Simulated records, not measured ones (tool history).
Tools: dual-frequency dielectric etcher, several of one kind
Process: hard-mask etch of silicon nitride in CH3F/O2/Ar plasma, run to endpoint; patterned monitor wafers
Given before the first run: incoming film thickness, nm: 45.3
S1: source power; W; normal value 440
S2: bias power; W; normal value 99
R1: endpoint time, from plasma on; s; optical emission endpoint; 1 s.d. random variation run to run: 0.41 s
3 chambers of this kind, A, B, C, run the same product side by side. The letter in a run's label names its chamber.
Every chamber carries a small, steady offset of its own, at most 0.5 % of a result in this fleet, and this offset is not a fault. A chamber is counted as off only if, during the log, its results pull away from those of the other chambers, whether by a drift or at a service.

run 1C hour=4.4 | S1=440 S2=99 | R1=56.3
run 2B hour=7.5 | S1=440 S2=99 | R1=56.746
run 3A hour=11.7 | S1=440 S2=99 | R1=56.272
run 4B hour=16.1 | S1=440 S2=99 | R1=56.387
run 5A hour=18.3 | S1=440 S2=99 | R1=56.549
run 6C hour=20.8 | S1=440 S2=99 | R1=55.981
run 7C hour=25.6 | S1=440 S2=99 | R1=56.032
run 8A hour=30.1 | S1=440 S2=99 | R1=56.34
run 9B hour=34.4 | S1=440 S2=77 | R1=61.441
run 10A hour=37.4 | S1=440 S2=77 | R1=62.746
run 11B hour=41 | S1=440 S2=77 | R1=61.005
run 12C hour=45.7 | S1=440 S2=99 | R1=56.669
run 13A hour=50.4 | S1=440 S2=99 | R1=56.71
run 14C hour=55.3 | S1=440 S2=99 | R1=56.173
run 15B hour=58.6 | S1=440 S2=99 | R1=56.642
run 16C hour=61.2 | S1=440 S2=99 | R1=54.695
run 17B hour=65.8 | S1=440 S2=99 | R1=56.598
run 18A hour=70 | S1=440 S2=99 | R1=56.674
run 19C hour=74.6 | S1=530 S2=99 | R1=51.418
run 20A hour=76.9 | S1=530 S2=99 | R1=52.274
run 21B hour=81.1 | S1=530 S2=99 | R1=52.605
run 22C hour=83.2 | S1=440 S2=119 | R1=50.549
-- hour=83.4 chamber B: wet clean of the chamber
run 23A hour=87.4 | S1=440 S2=119 | R1=53.038
run 24B hour=91.7 | S1=440 S2=119 | R1=52.43

All chambers now run identical settings, listed one chamber a line with results as question marks. What results will each chamber show?
run 25A hour=95.2 | S1=440 S2=99 | R1=?
run 25B hour=95.2 | S1=440 S2=99 | R1=?
run 25C hour=95.2 | S1=440 S2=99 | R1=?

run=25A R1=56.953
run=25B R1=56.961
run=25C R1=53.944
